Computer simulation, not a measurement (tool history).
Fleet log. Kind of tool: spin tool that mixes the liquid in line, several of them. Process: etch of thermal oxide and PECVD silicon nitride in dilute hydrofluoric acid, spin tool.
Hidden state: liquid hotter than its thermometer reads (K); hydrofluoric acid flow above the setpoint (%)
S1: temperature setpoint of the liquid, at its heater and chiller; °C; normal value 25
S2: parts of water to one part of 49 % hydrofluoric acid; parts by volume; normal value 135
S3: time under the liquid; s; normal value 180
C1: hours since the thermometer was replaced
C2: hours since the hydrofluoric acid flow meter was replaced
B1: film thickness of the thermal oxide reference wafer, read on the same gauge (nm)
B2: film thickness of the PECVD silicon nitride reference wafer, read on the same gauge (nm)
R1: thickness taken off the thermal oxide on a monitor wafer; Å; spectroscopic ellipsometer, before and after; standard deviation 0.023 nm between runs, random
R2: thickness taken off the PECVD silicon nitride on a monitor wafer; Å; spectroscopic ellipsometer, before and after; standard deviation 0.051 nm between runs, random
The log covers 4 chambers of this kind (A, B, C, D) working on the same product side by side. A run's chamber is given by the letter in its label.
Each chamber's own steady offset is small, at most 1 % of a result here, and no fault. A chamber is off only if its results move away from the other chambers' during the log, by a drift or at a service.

run	hour	S1	S2	S3	C1	C2	B1	B2	R1	R2
1D	5.2	25	135	180	2240.3	1893.6	70.03	79.957	61.869	75.833
2A	9.3	25	135	180	1583.3	271	69.977	79.977	61.954	75.896
3C	15.5	25	135	180	803.6	1045	69.996	79.992	62.22	75.8
4B	22.4	25	135	180	1166.2	1692.2	70.018	80.019	62.015	76.991
5A	29.7	25	135	180	1603.7	291.4	70.017	80.026	61.94	75.231
6B	34.9	25	135	180	1178.7	1704.7	70.02	79.987	62.058	76.86
7D	39.3	25	135	180	2274.4	1927.7	69.979	80.009	62.086	76.522
8C	44.7	25	135	180	832.8	1074.2	69.999	79.985	61.802	75.73
9D	53	25	135	180	2288.1	1941.4	69.996	80.004	62.294	76.17
10C	59.3	25	135	180	847.4	1088.8	69.992	79.981	61.565	75.403
11B	67.6	25	135	180	1211.4	1737.4	69.983	79.993	62.474	77.038
12A	76.4	25	135	230	1650.4	338.1	70.015	80.008	79.259	97.228
13B	80.5	25	135	230	1224.3	1750.3	69.997	80.023	78.685	98.005
14A	87.3	25	135	230	1661.3	349	69.998	79.996	79.287	96.897
15C	94.8	25	135	230	882.9	1124.3	69.959	80.033	78.712	96.319
# hour 96.8: chamber B: hydrofluoric acid flow meter replaced
16D	100.7	25	135	180	2335.8	1989.1	70.023	79.997	62.119	75.685
17B	107.5	21	135	180	1251.3	10.8	70.005	79.991	52.798	59.048
18D	114.5	21	135	180	2349.6	2002.9	69.981	80.013	52.883	58.929
# hour 115.1: chamber D: thermometer replaced
19C	121	21	135	180	909.1	1150.5	69.993	80.038	53.146	57.171
20A	127.4	21	135	180	1701.4	389.1	69.986	80.024	53.552	57.93
21C	135.9	25	135	180	924	1165.4	69.973	79.964	61.955	75.409
22B	142.5	25	135	180	1286.3	45.8	69.988	79.99	62.49	76.199
23D	147.2	25	135	180	32.2	2035.6	70.004	80.017	61.807	76.339
24A	153.8	25	135	180	1727.8	415.5	70.026	80.008	62.291	75.109
25C	160.6	25	175	180	948.7	1190.1	70.029	79.999	45.791	58.2
26A	167.9	25	175	180	1741.9	429.6	70.037	79.978	45.907	58.859
27D	172.7	25	175	180	57.7	2061.1	69.997	79.976	45.622	58.237
28B	180.4	25	175	180	1324.2	83.7	70.008	80.007	45.636	59.966
29C	189.5	25	135	180	977.6	1219	69.952	79.972	62.204	75.28
30B	198.4	25	135	180	1342.2	101.7	70.003	79.982	62.359	76.764
31A	203.4	25	135	180	1777.4	465.1	69.995	80.018	62.522	75.698
32D	207.4	25	135	180	92.4	2095.8	70.01	80.044	62.001	75.583
33A	212.4	25	135	180	1786.4	474.1	70.027	80.014	62.168	75.279

The same settings go to every chamber for the next run, one line per chamber below. Forecast the results for each:
34A	218.9	25	135	180					?	?
34B	218.9	25	135	180					?	?
34C	218.9	25	135	180					?	?
34D	218.9	25	135	180					?	?

run	R1	R2
34A	61.784	75.662
34B	62.309	76.099
34C	61.839	75.743
34D	62.026	75.944
